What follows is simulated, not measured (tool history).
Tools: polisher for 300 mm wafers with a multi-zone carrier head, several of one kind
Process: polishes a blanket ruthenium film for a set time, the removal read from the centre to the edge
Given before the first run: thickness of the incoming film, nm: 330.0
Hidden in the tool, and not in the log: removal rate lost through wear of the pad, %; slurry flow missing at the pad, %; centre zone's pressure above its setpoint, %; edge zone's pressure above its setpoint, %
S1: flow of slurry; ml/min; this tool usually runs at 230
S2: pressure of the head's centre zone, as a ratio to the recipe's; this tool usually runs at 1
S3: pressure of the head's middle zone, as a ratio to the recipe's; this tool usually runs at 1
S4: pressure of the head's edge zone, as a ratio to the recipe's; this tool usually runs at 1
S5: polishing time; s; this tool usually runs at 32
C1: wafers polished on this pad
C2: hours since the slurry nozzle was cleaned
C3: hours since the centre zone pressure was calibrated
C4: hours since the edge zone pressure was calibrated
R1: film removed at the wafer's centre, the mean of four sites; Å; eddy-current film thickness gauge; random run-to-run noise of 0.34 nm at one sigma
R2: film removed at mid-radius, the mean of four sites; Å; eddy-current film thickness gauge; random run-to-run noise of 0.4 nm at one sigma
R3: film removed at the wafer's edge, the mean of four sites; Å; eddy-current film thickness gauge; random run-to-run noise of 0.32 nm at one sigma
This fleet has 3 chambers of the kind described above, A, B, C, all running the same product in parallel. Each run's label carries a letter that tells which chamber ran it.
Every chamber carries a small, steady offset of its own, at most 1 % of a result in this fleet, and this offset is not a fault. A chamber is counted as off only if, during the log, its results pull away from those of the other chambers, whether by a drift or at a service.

run 1C hour=7.4 | S1=230 S2=1 S3=1 S4=1 S5=32 | C1=778 C2=35.2 C3=561.1 C4=450.2 | R1=387.39 R2=380.16 R3=389.75
run 2B hour=12.1 | S1=230 S2=1 S3=1 S4=1 S5=32 | C1=517 C2=167.7 C3=1013.2 C4=30.7 | R1=383.28 R2=383.98 R3=393.57
run 3A hour=17.8 | S1=230 S2=1 S3=1 S4=1 S5=32 | C1=849 C2=117.2 C3=992.7 C4=313.7 | R1=381.35 R2=385.13 R3=383.29
run 4B hour=26.2 | S1=230 S2=1 S3=1 S4=1 S5=32 | C1=730 C2=181.8 C3=1027.3 C4=44.8 | R1=386.07 R2=380.07 R3=390.35
-- hour=26.4 chamber C: worn pad replaced by a new one
-- hour=26.6 chamber A: worn pad replaced by a new one
-- hour=30.9 chamber B: worn pad replaced by a new one
run 5A hour=35.4 | S1=230 S2=1 S3=1 S4=1.06 S5=36 | C1=133 C2=134.8 C3=1010.3 C4=331.3 | R1=427.11 R2=431.85 R3=446.66
run 6C hour=42.4 | S1=230 S2=1 S3=1 S4=1.06 S5=36 | C1=241 C2=70.2 C3=596.1 C4=485.2 | R1=433.32 R2=428.19 R3=456.92
run 7B hour=48.2 | S1=230 S2=1 S3=1 S4=1.06 S5=36 | C1=261 C2=203.8 C3=1049.3 C4=66.8 | R1=429.93 R2=429.18 R3=455.94
run 8A hour=54.7 | S1=230 S2=1 S3=1 S4=1 S5=32 | C1=425 C2=154.1 C3=1029.6 C4=350.6 | R1=385.85 R2=387.96 R3=383.34
run 9C hour=63.5 | S1=230 S2=1 S3=1 S4=1 S5=32 | C1=560 C2=91.3 C3=617.2 C4=506.3 | R1=387.49 R2=389.73 R3=391.03
run 10C hour=68.7 | S1=230 S2=1 S3=1 S4=1 S5=32 | C1=639 C2=96.5 C3=622.4 C4=511.5 | R1=385.07 R2=391.94 R3=385.12
run 11B hour=74.8 | S1=230 S2=1 S3=1 S4=1 S5=32 | C1=663 C2=230.4 C3=1075.9 C4=93.4 | R1=391.6 R2=386.02 R3=383.94
run 12A hour=81.3 | S1=230 S2=1 S3=1 S4=1 S5=32 | C1=826 C2=180.7 C3=1056.2 C4=377.2 | R1=387.31 R2=384.5 R3=378.28
-- hour=84.4 chamber B: worn pad replaced by a new one
run 13C hour=88.9 | S1=230 S2=1 S3=1 S4=1 S5=32 | C1=944 C2=116.7 C3=642.6 C4=531.7 | R1=388.71 R2=385.16 R3=390.15
-- hour=92.6 chamber C: worn pad replaced by a new one
run 14A hour=95.5 | S1=230 S2=0.91 S3=1 S4=1 S5=32 | C1=1041 C2=194.9 C3=1070.4 C4=391.4 | R1=348 R2=382.29 R3=380.2
-- hour=97.9 chamber A: worn pad replaced by a new one
run 15B hour=103.3 | S1=230 S2=0.91 S3=1 S4=1 S5=32 | C1=285 C2=258.9 C3=1104.4 C4=121.9 | R1=351.85 R2=391.27 R3=385.61
run 16C hour=111.3 | S1=230 S2=0.91 S3=1 S4=1 S5=32 | C1=283 C2=139.1 C3=665 C4=554.1 | R1=349.93 R2=383.54 R3=392.69
run 17A hour=116.1 | S1=230 S2=1 S3=1 S4=1 S5=32 | C1=274 C2=215.5 C3=1091 C4=412 | R1=384.07 R2=383.11 R3=380.13
run 18B hour=120.8 | S1=230 S2=1 S3=1 S4=1 S5=32 | C1=549 C2=276.4 C3=1121.9 C4=139.4 | R1=385.68 R2=384.66 R3=391.83
-- hour=124.5 chamber B: worn pad replaced by a new one
-- hour=126.8 chamber C: centre zone pressure recalibrated
run 19B hour=127.7 | S1=230 S2=1 S3=1 S4=1 S5=32 | C1=49 C2=283.3 C3=1128.8 C4=146.3 | R1=387.97 R2=386.85 R3=393.64
run 20A hour=134.7 | S1=230 S2=1 S3=1 S4=1 S5=32 | C1=555 C2=234.1 C3=1109.6 C4=430.6 | R1=379.61 R2=378.18 R3=378.36
run 21C hour=139.7 | S1=230 S2=1 S3=1 S4=1 S5=32 | C1=712 C2=167.5 C3=13 C4=582.5 | R1=417.54 R2=378.18 R3=385.48
run 22B hour=146.4 | S1=230 S2=1 S3=1 S4=1 S5=32 | C1=331 C2=302 C3=1147.5 C4=165 | R1=385.77 R2=389.81 R3=387.12
run 23A hour=150.8 | S1=230 S2=1 S3=1 S4=1 S5=32 | C1=799 C2=250.2 C3=1125.7 C4=446.7 | R1=381.58 R2=379.83 R3=386.07
-- hour=153.2 chamber A: edge zone pressure recalibrated
run 24C hour=156.7 | S1=230 S2=1 S3=1 S4=1 S5=32 | C1=969 C2=184.5 C3=30 C4=599.5 | R1=416.88 R2=389.99 R3=388.45
-- hour=164.4 chamber B: worn pad replaced by a new one
-- hour=165.1 chamber A: worn pad replaced by a new one
run 25A hour=165.9 | S1=230 S2=1 S3=1 S4=1 S5=32 | C1=13 C2=265.3 C3=1140.8 C4=12.8 | R1=384.18 R2=371.47 R3=387.47
-- hour=168.1 chamber C: worn pad replaced by a new one
run 26B hour=171.3 | S1=230 S2=1 S3=1 S4=1 S5=32 | C1=104 C2=326.9 C3=1172.4 C4=189.9 | R1=385.37 R2=381.57 R3=388.93
run 27C hour=177.6 | S1=280 S2=1 S3=1 S4=0.96 S5=32 | C1=144 C2=205.4 C3=50.9 C4=620.4 | R1=429.82 R2=392.14 R3=388.27
run 28B hour=182.3 | S1=280 S2=1 S3=1 S4=0.96 S5=32 | C1=270 C2=337.9 C3=1183.4 C4=200.9 | R1=397.47 R2=392.11 R3=393.28
run 29C hour=186.8 | S1=280 S2=1 S3=1 S4=0.96 S5=32 | C1=283 C2=214.6 C3=60.1 C4=629.6 | R1=425.21 R2=390.44 R3=383.09
run 30A hour=193.2 | S1=230 S2=1 S3=1 S4=1 S5=32 | C1=425 C2=292.6 C3=1168.1 C4=40.1 | R1=382.12 R2=385.11 R3=378.55
run 31B hour=200.4 | S1=230 S2=1 S3=1 S4=1 S5=32 | C1=544 C2=356 C3=1201.5 C4=219 | R1=391.01 R2=388.65 R3=395.09
run 32C hour=206.2 | S1=230 S2=1 S3=1 S4=1 S5=32 | C1=576 C2=234 C3=79.5 C4=649 | R1=415.65 R2=377.99 R3=386.1
-- hour=206.3 chamber B: worn pad replaced by a new one
run 33A hour=214.8 | S1=230 S2=1 S3=1 S4=1 S5=32 | C1=751 C2=314.2 C3=1189.7 C4=61.7 | R1=385.32 R2=381.67 R3=384.78
run 34B hour=218.9 | S1=230 S2=1 S3=1 S4=0.89 S5=32 | C1=191 C2=374.5 C3=1220 C4=237.5 | R1=391.98 R2=384.66 R3=366.67
-- hour=224.4 chamber A: slurry nozzle cleaned
run 35C hour=224.5 | S1=230 S2=1 S3=1 S4=0.89 S5=32 | C1=853 C2=252.3 C3=97.8 C4=667.3 | R1=418.3 R2=389.32 R3=363.51
-- hour=231.6 chamber A: worn pad replaced by a new one
run 36A hour=233.4 | S1=230 S2=1 S3=1 S4=0.89 S5=32 | C1=28 C2=9.1 C3=1208.3 C4=80.3 | R1=384.99 R2=380.14 R3=362.08

The same settings go to every chamber for the next run, one line per chamber below. Forecast the results for each:
run 37A hour=240 | S1=230 S2=1 S3=1 S4=1 S5=32 | R1=? R2=? R3=?
run 37B hour=240 | S1=230 S2=1 S3=1 S4=1 S5=32 | R1=? R2=? R3=?
run 37C hour=240 | S1=230 S2=1 S3=1 S4=1 S5=32 | R1=? R2=? R3=?

run=37A R1=383.12 R2=382.58 R3=385.91
run=37B R1=389.99 R2=384.2 R3=390.19
run=37C R1=404.96 R2=379.76 R3=382.42
